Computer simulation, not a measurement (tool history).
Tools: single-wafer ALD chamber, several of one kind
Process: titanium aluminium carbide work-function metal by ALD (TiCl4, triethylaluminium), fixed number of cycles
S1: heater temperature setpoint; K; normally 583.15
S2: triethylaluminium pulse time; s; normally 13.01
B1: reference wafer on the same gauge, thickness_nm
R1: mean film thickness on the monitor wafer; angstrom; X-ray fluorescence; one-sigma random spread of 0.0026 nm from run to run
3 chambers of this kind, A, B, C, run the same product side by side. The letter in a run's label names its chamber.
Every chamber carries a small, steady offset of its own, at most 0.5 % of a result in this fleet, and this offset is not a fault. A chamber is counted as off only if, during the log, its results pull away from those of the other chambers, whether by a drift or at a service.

| run | hour | S1 | S2 | B1 | R1 |
|---|---|---|---|---|---|
| 1C | 9.8 | 583.15 | 13.01 | 1.91 | 21.237 |
| 2B | 18.8 | 583.15 | 13.01 | 1.9111 | 21.256 |
| 3A | 27.5 | 583.15 | 13.01 | 1.9115 | 21.278 |
| 4A | 35.6 | 583.15 | 13.01 | 1.911 | 21.294 |
| 5B | 41.4 | 583.15 | 13.01 | 1.9111 | 21.284 |
| 6C | 47.7 | 583.15 | 13.01 | 1.9118 | 21.285 |
| 7C | 55.1 | 583.15 | 13.01 | 1.912 | 21.272 |
| 8A | 65 | 583.15 | 13.01 | 1.9125 | 21.291 |
| 9B | 73.4 | 573.15 | 10.56 | 1.9124 | 20.054 |
| 10C | 78.6 | 573.15 | 10.56 | 1.9129 | 20.06 |
| 11A | 87.6 | 573.15 | 10.56 | 1.9132 | 20.085 |
| 12B | 94.6 | 583.15 | 13.01 | 1.9137 | 21.285 |
| 13C | 101.7 | 583.15 | 13.01 | 1.9132 | 21.268 |
| 14A | 109.1 | 583.15 | 13.01 | 1.9138 | 21.277 |
| 15B | 114.6 | 591.15 | 9.37 | 1.914 | 21.33 |
| 16C | 122.6 | 591.15 | 9.37 | 1.9144 | 21.313 |
| 17B | 131.4 | 591.15 | 9.37 | 1.9148 | 21.318 |
| 18A | 136.7 | 583.15 | 13.01 | 1.9147 | 21.372 |
| 19B | 145.1 | 583.15 | 13.01 | 1.9154 | 21.274 |
| 20A | 153.5 | 583.15 | 13.01 | 1.9157 | 21.315 |
| 21C | 160.3 | 583.15 | 13.01 | 1.9157 | 21.306 |
| 22A | 168.3 | 583.15 | 10.43 | 1.9155 | 20.976 |
| 23B | 175.8 | 583.15 | 10.43 | 1.916 | 20.909 |
| 24C | 184.7 | 583.15 | 10.43 | 1.9165 | 20.909 |
| 25B | 191.8 | 583.15 | 13.01 | 1.9166 | 21.326 |
| 26C | 200.2 | 583.15 | 13.01 | 1.9171 | 21.294 |
| 27A | 205.7 | 583.15 | 13.01 | 1.9171 | 21.318 |
| 28C | 213.6 | 583.15 | 13.01 | 1.9175 | 21.319 |
| 29B | 218 | 592.15 | 9.19 | 1.9172 | 21.373 |
| 30A | 223.2 | 592.15 | 9.19 | 1.9174 | 21.521 |
| 31B | 231.9 | 592.15 | 9.19 | 1.9179 | 21.38 |
| 32C | 238.9 | 576.15 | 17.74 | 1.9188 | 20.897 |
| 33A | 245.6 | 576.15 | 17.74 | 1.9182 | 20.974 |
| 34C | 251.9 | 576.15 | 17.74 | 1.9188 | 20.905 |
| 35B | 259.4 | 583.15 | 13.01 | 1.9185 | 21.329 |
| 36A | 267.3 | 583.15 | 13.01 | 1.9188 | 21.416 |

Which is it: a chamber that has drifted or been left off by a service, a gauge drift common to all chambers, or only each chamber's usual small offset? If a chamber is off, name it and its likeliest cause.

Gauge drift. The chambers move together only on paper, and none stands off.
What lies behind it: gauge reads high (%) = 0.497.
